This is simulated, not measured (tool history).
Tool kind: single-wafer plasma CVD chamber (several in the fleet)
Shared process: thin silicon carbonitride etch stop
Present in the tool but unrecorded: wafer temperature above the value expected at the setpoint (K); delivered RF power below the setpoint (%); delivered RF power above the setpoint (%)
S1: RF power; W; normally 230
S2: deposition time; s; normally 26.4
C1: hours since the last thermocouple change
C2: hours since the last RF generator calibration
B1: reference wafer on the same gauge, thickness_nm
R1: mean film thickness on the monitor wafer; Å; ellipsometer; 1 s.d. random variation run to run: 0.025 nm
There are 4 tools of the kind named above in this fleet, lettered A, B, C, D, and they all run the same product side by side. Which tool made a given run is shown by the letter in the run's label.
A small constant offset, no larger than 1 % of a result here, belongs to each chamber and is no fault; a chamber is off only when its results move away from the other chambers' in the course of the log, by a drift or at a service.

run 1D hour=3.4 | S1=230 S2=26.4 | C1=1119.9 C2=1444.1 | B1=13.403 | R1=158.25
run 2A hour=6.8 | S1=230 S2=26.4 | C1=1745.8 C2=18.0 | B1=13.404 | R1=156.34
run 3C hour=9.3 | S1=230 S2=26.4 | C1=1101.7 C2=461.6 | B1=13.407 | R1=156.37
run 4B hour=14.3 | S1=230 S2=26.4 | C1=1343.1 C2=1233.3 | B1=13.408 | R1=156.91
run 5B hour=18.3 | S1=230 S2=26.4 | C1=1347.1 C2=1237.3 | B1=13.406 | R1=156.33
run 6D hour=21.0 | S1=230 S2=26.4 | C1=1137.5 C2=1461.7 | B1=13.408 | R1=158.60
run 7A hour=25.0 | S1=230 S2=26.4 | C1=1764.0 C2=36.2 | B1=13.408 | R1=156.50
run 8C hour=29.0 | S1=230 S2=26.4 | C1=1121.4 C2=481.3 | B1=13.417 | R1=156.25
run 9C hour=31.7 | S1=230 S2=26.4 | C1=1124.1 C2=484.0 | B1=13.421 | R1=156.57
run 10B hour=35.2 | S1=230 S2=26.4 | C1=1364.0 C2=1254.2 | B1=13.416 | R1=156.81
run 11A hour=38.8 | S1=230 S2=26.4 | C1=1777.8 C2=50.0 | B1=13.425 | R1=156.76
-- hour=39.8 chamber B: RF generator calibrated
run 12D hour=41.0 | S1=230 S2=26.4 | C1=1157.5 C2=1481.7 | B1=13.421 | R1=158.64
run 13B hour=45.7 | S1=230 S2=26.4 | C1=1374.5 C2=6.0 | B1=13.431 | R1=157.15
run 14C hour=50.1 | S1=205 S2=23.6 | C1=1142.5 C2=502.4 | B1=13.436 | R1=135.87
run 15D hour=52.9 | S1=205 S2=23.6 | C1=1169.4 C2=1493.6 | B1=13.428 | R1=136.57
run 16A hour=56.8 | S1=205 S2=23.6 | C1=1795.8 C2=68.0 | B1=13.431 | R1=135.31
run 17D hour=60.1 | S1=205 S2=23.6 | C1=1176.6 C2=1500.8 | B1=13.433 | R1=136.60
run 18A hour=64.6 | S1=230 S2=26.4 | C1=1803.6 C2=75.8 | B1=13.436 | R1=156.85
-- hour=66.0 chamber A: thermocouple changed; heater temperature recalibrated
run 19B hour=68.3 | S1=230 S2=26.4 | C1=1397.1 C2=28.6 | B1=13.436 | R1=157.31
run 20C hour=72.1 | S1=230 S2=26.4 | C1=1164.5 C2=524.4 | B1=13.442 | R1=156.65
run 21C hour=76.9 | S1=230 S2=26.4 | C1=1169.3 C2=529.2 | B1=13.446 | R1=156.70
run 22A hour=82.0 | S1=230 S2=26.4 | C1=16.0 C2=93.2 | B1=13.441 | R1=157.23
run 23D hour=85.4 | S1=230 S2=26.4 | C1=1201.9 C2=1526.1 | B1=13.453 | R1=158.85
run 24B hour=90.5 | S1=230 S2=26.4 | C1=1419.3 C2=50.8 | B1=13.454 | R1=157.61
run 25A hour=95.0 | S1=215 S2=23.3 | C1=29.0 C2=106.2 | B1=13.455 | R1=135.39
run 26C hour=97.5 | S1=215 S2=23.3 | C1=1189.9 C2=549.8 | B1=13.463 | R1=135.86
run 27B hour=99.9 | S1=215 S2=23.3 | C1=1428.7 C2=60.2 | B1=13.461 | R1=136.35
run 28D hour=104.8 | S1=215 S2=23.3 | C1=1221.3 C2=1545.5 | B1=13.459 | R1=137.38
run 29A hour=108.8 | S1=230 S2=26.4 | C1=42.8 C2=120.0 | B1=13.466 | R1=157.37
run 30C hour=113.0 | S1=230 S2=26.4 | C1=1205.4 C2=565.3 | B1=13.462 | R1=157.05
run 31D hour=117.3 | S1=230 S2=26.4 | C1=1233.8 C2=1558.0 | B1=13.468 | R1=159.23
run 32B hour=120.4 | S1=230 S2=26.4 | C1=1449.2 C2=80.7 | B1=13.473 | R1=157.69
run 33A hour=124.9 | S1=230 S2=26.4 | C1=58.9 C2=136.1 | B1=13.467 | R1=157.49
run 34B hour=127.4 | S1=230 S2=26.4 | C1=1456.2 C2=87.7 | B1=13.469 | R1=157.22
run 35D hour=130.3 | S1=245 S2=22.3 | C1=1246.8 C2=1571.0 | B1=13.470 | R1=136.73
run 36C hour=134.4 | S1=245 S2=22.3 | C1=1226.8 C2=586.7 | B1=13.477 | R1=135.41
run 37C hour=138.0 | S1=245 S2=22.3 | C1=1230.4 C2=590.3 | B1=13.481 | R1=135.35
run 38D hour=140.7 | S1=245 S2=22.3 | C1=1257.2 C2=1581.4 | B1=13.483 | R1=137.36
run 39B hour=143.9 | S1=260 S2=29.7 | C1=1472.7 C2=104.2 | B1=13.479 | R1=183.84
run 40A hour=146.9 | S1=260 S2=29.7 | C1=80.9 C2=158.1 | B1=13.484 | R1=183.79

All 4 chambers run these settings next. Forecast each chamber's results:
run 41A hour=150.6 | S1=230 S2=28.0 | R1=?
run 41B hour=150.6 | S1=230 S2=28.0 | R1=?
run 41C hour=150.6 | S1=230 S2=28.0 | R1=?
run 41D hour=150.6 | S1=230 S2=28.0 | R1=?

run=41A R1=166.80
run=41B R1=167.47
run=41C R1=166.92
run=41D R1=169.30
